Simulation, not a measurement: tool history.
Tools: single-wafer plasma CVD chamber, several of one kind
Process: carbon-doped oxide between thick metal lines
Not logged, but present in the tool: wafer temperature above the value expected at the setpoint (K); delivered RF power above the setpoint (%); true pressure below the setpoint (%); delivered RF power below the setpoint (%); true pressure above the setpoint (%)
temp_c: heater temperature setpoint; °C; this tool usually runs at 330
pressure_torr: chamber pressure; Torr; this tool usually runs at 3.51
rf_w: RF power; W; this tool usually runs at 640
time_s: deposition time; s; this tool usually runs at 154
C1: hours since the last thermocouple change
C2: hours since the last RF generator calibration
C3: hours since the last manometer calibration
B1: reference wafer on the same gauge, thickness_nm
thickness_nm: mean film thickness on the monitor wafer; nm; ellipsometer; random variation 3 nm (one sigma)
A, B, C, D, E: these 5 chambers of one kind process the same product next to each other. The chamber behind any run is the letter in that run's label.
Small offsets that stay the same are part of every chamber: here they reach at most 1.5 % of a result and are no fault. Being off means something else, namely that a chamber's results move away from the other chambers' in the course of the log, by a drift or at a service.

{"run": "1E", "hour": 8.6, "temp_c": 330, "pressure_torr": 3.51, "rf_w": 640, "time_s": 154, "C1": 55.8, "C2": 1241.6, "C3": 435.8, "B1": 920.36, "thickness_nm": 911.05}
{"run": "2C", "hour": 20.5, "temp_c": 330, "pressure_torr": 3.51, "rf_w": 640, "time_s": 154, "C1": 316.6, "C2": 789.8, "C3": 660, "B1": 921.36, "thickness_nm": 909.42}
{"run": "3D", "hour": 29.0, "temp_c": 330, "pressure_torr": 3.51, "rf_w": 640, "time_s": 154, "C1": 714.8, "C2": 956.2, "C3": 2203, "B1": 920.87, "thickness_nm": 906.37}
{"hour": 29.9, "done": "chamber D: RF generator calibrated"}
{"run": "4A", "hour": 38.9, "temp_c": 330, "pressure_torr": 3.51, "rf_w": 640, "time_s": 154, "C1": 213.8, "C2": 702.3, "C3": 361.2, "B1": 920.6, "thickness_nm": 913.92}
{"run": "5B", "hour": 46.4, "temp_c": 330, "pressure_torr": 3.51, "rf_w": 640, "time_s": 154, "C1": 722.4, "C2": 1332.9, "C3": 3061, "B1": 921.09, "thickness_nm": 910.25}
{"run": "6A", "hour": 53.0, "temp_c": 330, "pressure_torr": 3.51, "rf_w": 640, "time_s": 154, "C1": 227.9, "C2": 716.4, "C3": 375.3, "B1": 920.79, "thickness_nm": 913.58}
{"run": "7D", "hour": 61.5, "temp_c": 330, "pressure_torr": 3.51, "rf_w": 640, "time_s": 154, "C1": 747.3, "C2": 31.7, "C3": 2235.5, "B1": 921.45, "thickness_nm": 908.46}
{"run": "8E", "hour": 67.7, "temp_c": 330, "pressure_torr": 3.51, "rf_w": 640, "time_s": 154, "C1": 114.9, "C2": 1300.7, "C3": 494.9, "B1": 921.6, "thickness_nm": 912.64}
{"run": "9B", "hour": 74.9, "temp_c": 330, "pressure_torr": 4.05, "rf_w": 640, "time_s": 169, "C1": 750.9, "C2": 1361.4, "C3": 3089.5, "B1": 921.9, "thickness_nm": 1010.2}
{"run": "10C", "hour": 83.5, "temp_c": 330, "pressure_torr": 4.05, "rf_w": 640, "time_s": 169, "C1": 379.6, "C2": 852.8, "C3": 723, "B1": 921.25, "thickness_nm": 1005.5}
{"run": "11E", "hour": 94.1, "temp_c": 330, "pressure_torr": 4.05, "rf_w": 640, "time_s": 169, "C1": 141.3, "C2": 1327.1, "C3": 521.3, "B1": 920.35, "thickness_nm": 1009}
{"run": "12D", "hour": 106.2, "temp_c": 330, "pressure_torr": 4.05, "rf_w": 640, "time_s": 169, "C1": 792, "C2": 76.4, "C3": 2280.2, "B1": 921.12, "thickness_nm": 1021.1}
{"run": "13B", "hour": 116.6, "temp_c": 330, "pressure_torr": 4.05, "rf_w": 640, "time_s": 169, "C1": 792.6, "C2": 1403.1, "C3": 3131.2, "B1": 920.16, "thickness_nm": 1015.2}
{"run": "14C", "hour": 124.2, "temp_c": 330, "pressure_torr": 3.51, "rf_w": 640, "time_s": 154, "C1": 420.3, "C2": 893.5, "C3": 763.7, "B1": 921.16, "thickness_nm": 897.62}
{"run": "15A", "hour": 133.2, "temp_c": 330, "pressure_torr": 3.51, "rf_w": 640, "time_s": 154, "C1": 308.1, "C2": 796.6, "C3": 455.5, "B1": 919.67, "thickness_nm": 920.58}
{"run": "16C", "hour": 139.0, "temp_c": 330, "pressure_torr": 3.51, "rf_w": 640, "time_s": 154, "C1": 435.1, "C2": 908.3, "C3": 778.5, "B1": 920.43, "thickness_nm": 895.71}
{"run": "17B", "hour": 144.7, "temp_c": 330, "pressure_torr": 3.51, "rf_w": 640, "time_s": 154, "C1": 820.7, "C2": 1431.2, "C3": 3159.3, "B1": 920.99, "thickness_nm": 902.47}
{"run": "18D", "hour": 155.0, "temp_c": 330, "pressure_torr": 3.51, "rf_w": 640, "time_s": 154, "C1": 840.8, "C2": 125.2, "C3": 2329, "B1": 920.3, "thickness_nm": 908.68}
{"run": "19A", "hour": 163.1, "temp_c": 330, "pressure_torr": 3.51, "rf_w": 640, "time_s": 154, "C1": 338, "C2": 826.5, "C3": 485.4, "B1": 921.07, "thickness_nm": 913.57}
{"run": "20E", "hour": 171.7, "temp_c": 330, "pressure_torr": 3.51, "rf_w": 640, "time_s": 154, "C1": 218.9, "C2": 1404.7, "C3": 598.9, "B1": 920.06, "thickness_nm": 906.74}
{"hour": 174.0, "done": "chamber B: capacitance manometer re-zeroed and calibrated"}
{"run": "21A", "hour": 180.2, "temp_c": 330, "pressure_torr": 2.81, "rf_w": 555, "time_s": 154, "C1": 355.1, "C2": 843.6, "C3": 502.5, "B1": 921.3, "thickness_nm": 820.4}
{"run": "22E", "hour": 188.8, "temp_c": 330, "pressure_torr": 2.81, "rf_w": 555, "time_s": 154, "C1": 236, "C2": 1421.8, "C3": 616, "B1": 920.86, "thickness_nm": 816.74}
{"hour": 194.1, "done": "chamber D: thermocouple changed; heater temperature recalibrated"}
{"run": "23C", "hour": 199.1, "temp_c": 330, "pressure_torr": 2.81, "rf_w": 555, "time_s": 154, "C1": 495.2, "C2": 968.4, "C3": 838.6, "B1": 921.12, "thickness_nm": 793.05}
{"run": "24B", "hour": 208.1, "temp_c": 330, "pressure_torr": 2.81, "rf_w": 555, "time_s": 154, "C1": 884.1, "C2": 1494.6, "C3": 34.1, "B1": 920.95, "thickness_nm": 814.07}
{"run": "25D", "hour": 213.9, "temp_c": 330, "pressure_torr": 2.81, "rf_w": 555, "time_s": 154, "C1": 19.8, "C2": 184.1, "C3": 2387.9, "B1": 920.79, "thickness_nm": 812.87}
{"hour": 215.9, "done": "chamber B: thermocouple changed; heater temperature recalibrated"}
{"run": "26D", "hour": 222.3, "temp_c": 330, "pressure_torr": 3.08, "rf_w": 640, "time_s": 154, "C1": 28.2, "C2": 192.5, "C3": 2396.3, "B1": 920.68, "thickness_nm": 892.5}
{"run": "27B", "hour": 229.8, "temp_c": 330, "pressure_torr": 3.08, "rf_w": 640, "time_s": 154, "C1": 13.9, "C2": 1516.3, "C3": 55.8, "B1": 921.19, "thickness_nm": 893.84}
{"run": "28E", "hour": 236.7, "temp_c": 330, "pressure_torr": 3.08, "rf_w": 640, "time_s": 154, "C1": 283.9, "C2": 1469.7, "C3": 663.9, "B1": 921.17, "thickness_nm": 896.3}
{"run": "29A", "hour": 243.0, "temp_c": 330, "pressure_torr": 3.08, "rf_w": 640, "time_s": 154, "C1": 417.9, "C2": 906.4, "C3": 565.3, "B1": 921.61, "thickness_nm": 900.03}
{"run": "30C", "hour": 249.5, "temp_c": 330, "pressure_torr": 3.08, "rf_w": 640, "time_s": 154, "C1": 545.6, "C2": 1018.8, "C3": 889, "B1": 920.36, "thickness_nm": 865.35}
{"run": "31E", "hour": 260.5, "temp_c": 330, "pressure_torr": 3.51, "rf_w": 640, "time_s": 154, "C1": 307.7, "C2": 1493.5, "C3": 687.7, "B1": 920.86, "thickness_nm": 908.23}
{"run": "32B", "hour": 267.9, "temp_c": 330, "pressure_torr": 3.51, "rf_w": 640, "time_s": 154, "C1": 52, "C2": 1554.4, "C3": 93.9, "B1": 921.1, "thickness_nm": 908.83}
{"run": "33C", "hour": 278.0, "temp_c": 330, "pressure_torr": 3.51, "rf_w": 640, "time_s": 154, "C1": 574.1, "C2": 1047.3, "C3": 917.5, "B1": 920.87, "thickness_nm": 872.71}
{"run": "34A", "hour": 284.6, "temp_c": 330, "pressure_torr": 3.51, "rf_w": 640, "time_s": 154, "C1": 459.5, "C2": 948, "C3": 606.9, "B1": 921.35, "thickness_nm": 913.35}

For the next run the whole fleet of 5 chambers uses the same settings. Give each chamber's results:
{"run": "35A", "hour": 293.3, "temp_c": 330, "pressure_torr": 3.51, "rf_w": 640, "time_s": 154, "thickness_nm": "?"}
{"run": "35B", "hour": 293.3, "temp_c": 330, "pressure_torr": 3.51, "rf_w": 640, "time_s": 154, "thickness_nm": "?"}
{"run": "35C", "hour": 293.3, "temp_c": 330, "pressure_torr": 3.51, "rf_w": 640, "time_s": 154, "thickness_nm": "?"}
{"run": "35D", "hour": 293.3, "temp_c": 330, "pressure_torr": 3.51, "rf_w": 640, "time_s": 154, "thickness_nm": "?"}
{"run": "35E", "hour": 293.3, "temp_c": 330, "pressure_torr": 3.51, "rf_w": 640, "time_s": 154, "thickness_nm": "?"}

run=35A thickness_nm=915.33
run=35B thickness_nm=912.09
run=35C thickness_nm=877.05
run=35D thickness_nm=906.68
run=35E thickness_nm=911.16
